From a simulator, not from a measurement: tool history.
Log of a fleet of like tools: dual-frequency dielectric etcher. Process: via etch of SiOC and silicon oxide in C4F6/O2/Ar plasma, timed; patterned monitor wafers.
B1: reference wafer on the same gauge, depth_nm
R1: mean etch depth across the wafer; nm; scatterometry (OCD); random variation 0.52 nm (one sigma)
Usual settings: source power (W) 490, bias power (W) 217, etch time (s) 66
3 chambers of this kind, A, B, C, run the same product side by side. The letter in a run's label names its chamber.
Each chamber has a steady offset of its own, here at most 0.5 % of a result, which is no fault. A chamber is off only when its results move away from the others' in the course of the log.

{"run": "1C", "hour": 10.3, "source power (W)": 490, "bias power (W)": 217, "etch time (s)": 66, "B1": 74.191, "R1": 85.147}
{"run": "2A", "hour": 16.5, "source power (W)": 490, "bias power (W)": 217, "etch time (s)": 66, "B1": 74.279, "R1": 85.948}
{"run": "3B", "hour": 26.4, "source power (W)": 490, "bias power (W)": 217, "etch time (s)": 66, "B1": 74.251, "R1": 85.059}
{"run": "4B", "hour": 34.6, "source power (W)": 490, "bias power (W)": 217, "etch time (s)": 66, "B1": 74.128, "R1": 85.483}
{"run": "5A", "hour": 40.9, "source power (W)": 490, "bias power (W)": 217, "etch time (s)": 66, "B1": 74.17, "R1": 86.78}
{"run": "6C", "hour": 49.2, "source power (W)": 490, "bias power (W)": 217, "etch time (s)": 66, "B1": 74.123, "R1": 85.807}
{"run": "7B", "hour": 58.0, "source power (W)": 490, "bias power (W)": 217, "etch time (s)": 66, "B1": 74.224, "R1": 85.773}
{"run": "8A", "hour": 65.5, "source power (W)": 490, "bias power (W)": 217, "etch time (s)": 66, "B1": 74.129, "R1": 85.176}
{"run": "9C", "hour": 72.0, "source power (W)": 490, "bias power (W)": 217, "etch time (s)": 76, "B1": 74.124, "R1": 98.398}
{"run": "10C", "hour": 83.1, "source power (W)": 490, "bias power (W)": 217, "etch time (s)": 76, "B1": 74.133, "R1": 98.564}
{"run": "11B", "hour": 89.7, "source power (W)": 490, "bias power (W)": 217, "etch time (s)": 76, "B1": 74.278, "R1": 98.305}
{"run": "12A", "hour": 95.2, "source power (W)": 490, "bias power (W)": 169, "etch time (s)": 75.5, "B1": 74.252, "R1": 91.11}
{"run": "13B", "hour": 102.5, "source power (W)": 490, "bias power (W)": 169, "etch time (s)": 75.5, "B1": 74.194, "R1": 88.739}
{"run": "14A", "hour": 107.9, "source power (W)": 490, "bias power (W)": 169, "etch time (s)": 75.5, "B1": 74.208, "R1": 91.034}
{"run": "15C", "hour": 113.6, "source power (W)": 490, "bias power (W)": 217, "etch time (s)": 66, "B1": 74.14, "R1": 85.661}
{"run": "16B", "hour": 119.3, "source power (W)": 490, "bias power (W)": 217, "etch time (s)": 66, "B1": 74.165, "R1": 84.528}
{"run": "17A", "hour": 130.2, "source power (W)": 490, "bias power (W)": 217, "etch time (s)": 66, "B1": 74.244, "R1": 86.372}
{"run": "18C", "hour": 136.9, "source power (W)": 490, "bias power (W)": 217, "etch time (s)": 66, "B1": 74.203, "R1": 86.61}
{"run": "19C", "hour": 143.4, "source power (W)": 490, "bias power (W)": 217, "etch time (s)": 66, "B1": 74.246, "R1": 85.344}
{"run": "20A", "hour": 155.0, "source power (W)": 490, "bias power (W)": 217, "etch time (s)": 66, "B1": 74.197, "R1": 86.314}
{"hour": 160.6, "done": "chamber B: wet clean of the chamber"}
{"run": "21B", "hour": 161.9, "source power (W)": 490, "bias power (W)": 217, "etch time (s)": 66, "B1": 74.187, "R1": 85.101}
{"run": "22A", "hour": 169.6, "source power (W)": 490, "bias power (W)": 217, "etch time (s)": 84, "B1": 74.26, "R1": 109.97}
{"hour": 170.3, "done": "chamber C: wet clean of the chamber"}
{"run": "23C", "hour": 179.0, "source power (W)": 490, "bias power (W)": 217, "etch time (s)": 84, "B1": 74.141, "R1": 107.69}
{"run": "24B", "hour": 190.7, "source power (W)": 490, "bias power (W)": 217, "etch time (s)": 84, "B1": 74.183, "R1": 108.71}

Is one chamber off against the others, does the gauge drift, or is nothing wrong? If a chamber is off, say which, and what the likeliest cause is.

No chamber stands off beyond its own small offset, and the gauge holds steady.

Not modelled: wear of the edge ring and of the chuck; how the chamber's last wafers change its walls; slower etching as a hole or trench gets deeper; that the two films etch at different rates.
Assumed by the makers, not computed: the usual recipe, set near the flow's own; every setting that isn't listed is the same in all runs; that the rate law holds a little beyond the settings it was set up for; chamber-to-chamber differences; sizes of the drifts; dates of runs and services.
